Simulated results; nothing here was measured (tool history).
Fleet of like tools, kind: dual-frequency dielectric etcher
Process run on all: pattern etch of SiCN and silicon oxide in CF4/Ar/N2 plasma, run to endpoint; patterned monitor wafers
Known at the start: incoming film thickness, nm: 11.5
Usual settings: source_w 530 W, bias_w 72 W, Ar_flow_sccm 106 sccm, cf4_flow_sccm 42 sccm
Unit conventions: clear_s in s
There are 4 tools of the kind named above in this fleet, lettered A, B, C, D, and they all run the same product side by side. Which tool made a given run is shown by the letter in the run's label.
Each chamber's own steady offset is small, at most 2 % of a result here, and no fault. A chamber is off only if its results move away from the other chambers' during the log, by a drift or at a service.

{"run": "1C", "hour": 5.2, "source_w": 530, "bias_w": 72, "Ar_flow_sccm": 106, "cf4_flow_sccm": 42, "clear_s": 12.675}
{"run": "2A", "hour": 14.5, "source_w": 530, "bias_w": 72, "Ar_flow_sccm": 106, "cf4_flow_sccm": 42, "clear_s": 12.601}
{"hour": 18.8, "done": "chamber A: wet clean of the chamber"}
{"run": "3B", "hour": 21.8, "source_w": 530, "bias_w": 72, "Ar_flow_sccm": 106, "cf4_flow_sccm": 42, "clear_s": 12.687}
{"run": "4D", "hour": 28.2, "source_w": 530, "bias_w": 72, "Ar_flow_sccm": 106, "cf4_flow_sccm": 42, "clear_s": 12.481}
{"run": "5D", "hour": 34.2, "source_w": 530, "bias_w": 72, "Ar_flow_sccm": 106, "cf4_flow_sccm": 42, "clear_s": 12.501}
{"run": "6C", "hour": 44.2, "source_w": 530, "bias_w": 72, "Ar_flow_sccm": 106, "cf4_flow_sccm": 42, "clear_s": 12.771}
{"run": "7B", "hour": 49.1, "source_w": 530, "bias_w": 72, "Ar_flow_sccm": 106, "cf4_flow_sccm": 42, "clear_s": 12.641}
{"run": "8A", "hour": 54.2, "source_w": 610, "bias_w": 72, "Ar_flow_sccm": 106, "cf4_flow_sccm": 45, "clear_s": 10.964}
{"run": "9A", "hour": 62.4, "source_w": 610, "bias_w": 72, "Ar_flow_sccm": 106, "cf4_flow_sccm": 45, "clear_s": 11.019}
{"run": "10C", "hour": 70.9, "source_w": 610, "bias_w": 72, "Ar_flow_sccm": 106, "cf4_flow_sccm": 45, "clear_s": 11.146}
{"run": "11B", "hour": 77.9, "source_w": 610, "bias_w": 72, "Ar_flow_sccm": 106, "cf4_flow_sccm": 45, "clear_s": 11.157}
{"hour": 81.4, "done": "chamber B: source power generator calibrated"}
{"run": "12D", "hour": 87.4, "source_w": 530, "bias_w": 59, "Ar_flow_sccm": 106, "cf4_flow_sccm": 35, "clear_s": 13.893}
{"run": "13A", "hour": 94.4, "source_w": 530, "bias_w": 59, "Ar_flow_sccm": 106, "cf4_flow_sccm": 35, "clear_s": 13.941}
{"run": "14B", "hour": 99.2, "source_w": 530, "bias_w": 59, "Ar_flow_sccm": 106, "cf4_flow_sccm": 35, "clear_s": 14.272}
{"run": "15C", "hour": 108.1, "source_w": 530, "bias_w": 59, "Ar_flow_sccm": 106, "cf4_flow_sccm": 35, "clear_s": 14.093}
{"run": "16D", "hour": 113.7, "source_w": 530, "bias_w": 72, "Ar_flow_sccm": 106, "cf4_flow_sccm": 42, "clear_s": 12.425}
{"run": "17D", "hour": 120.3, "source_w": 530, "bias_w": 72, "Ar_flow_sccm": 106, "cf4_flow_sccm": 42, "clear_s": 12.462}
{"run": "18A", "hour": 126.1, "source_w": 420, "bias_w": 72, "Ar_flow_sccm": 106, "cf4_flow_sccm": 33, "clear_s": 16.18}
{"run": "19C", "hour": 133.2, "source_w": 420, "bias_w": 72, "Ar_flow_sccm": 106, "cf4_flow_sccm": 33, "clear_s": 16.296}
{"run": "20B", "hour": 143.2, "source_w": 420, "bias_w": 72, "Ar_flow_sccm": 106, "cf4_flow_sccm": 33, "clear_s": 16.621}
{"run": "21B", "hour": 148.5, "source_w": 420, "bias_w": 72, "Ar_flow_sccm": 106, "cf4_flow_sccm": 33, "clear_s": 16.555}
{"run": "22D", "hour": 157.7, "source_w": 530, "bias_w": 72, "Ar_flow_sccm": 106, "cf4_flow_sccm": 42, "clear_s": 12.52}
{"run": "23C", "hour": 164.9, "source_w": 530, "bias_w": 72, "Ar_flow_sccm": 106, "cf4_flow_sccm": 42, "clear_s": 12.677}
{"run": "24A", "hour": 172.7, "source_w": 530, "bias_w": 72, "Ar_flow_sccm": 106, "cf4_flow_sccm": 42, "clear_s": 12.718}
{"run": "25D", "hour": 181.2, "source_w": 530, "bias_w": 72, "Ar_flow_sccm": 106, "cf4_flow_sccm": 42, "clear_s": 12.485}

Is one chamber off against the others, does the gauge drift, or is nothing wrong? If a chamber is off, say which, and what the likeliest cause is.

Little by little, chamber B moves away from the other chambers.
Most likely cause: etch rate under this chamber's usual, % = 3.64.

Below are 4 candidate recipes for chamber B's next run, each the usual settings with a change, their results shown as question marks. Which of them brings B's results back in line with what the other chambers give on the usual settings?
In-line tolerance around the mean of the other chambers on the usual settings: clear_s 0.2 s
{"run": "26B-1", "hour": 188.7, "source_w": 530, "bias_w": 72, "Ar_flow_sccm": 106, "cf4_flow_sccm": 54, "clear_s": "?"}
{"run": "26B-2", "hour": 188.7, "source_w": 530, "bias_w": 59, "Ar_flow_sccm": 106, "cf4_flow_sccm": 42, "clear_s": "?"}
{"run": "26B-3", "hour": 188.7, "source_w": 510, "bias_w": 71, "Ar_flow_sccm": 107, "cf4_flow_sccm": 42, "clear_s": "?"}
{"run": "26B-4", "hour": 188.7, "source_w": 570, "bias_w": 74, "Ar_flow_sccm": 106, "cf4_flow_sccm": 43, "clear_s": "?"}

Average result of the remaining chambers running the usual settings: clear_s 12.63 s
run=26B-1 clear_s=12.594
run=26B-2 clear_s=14.093
run=26B-3 clear_s=13.666
run=26B-4 clear_s=12.15
26B-1 puts the chamber back in line with the other chambers.
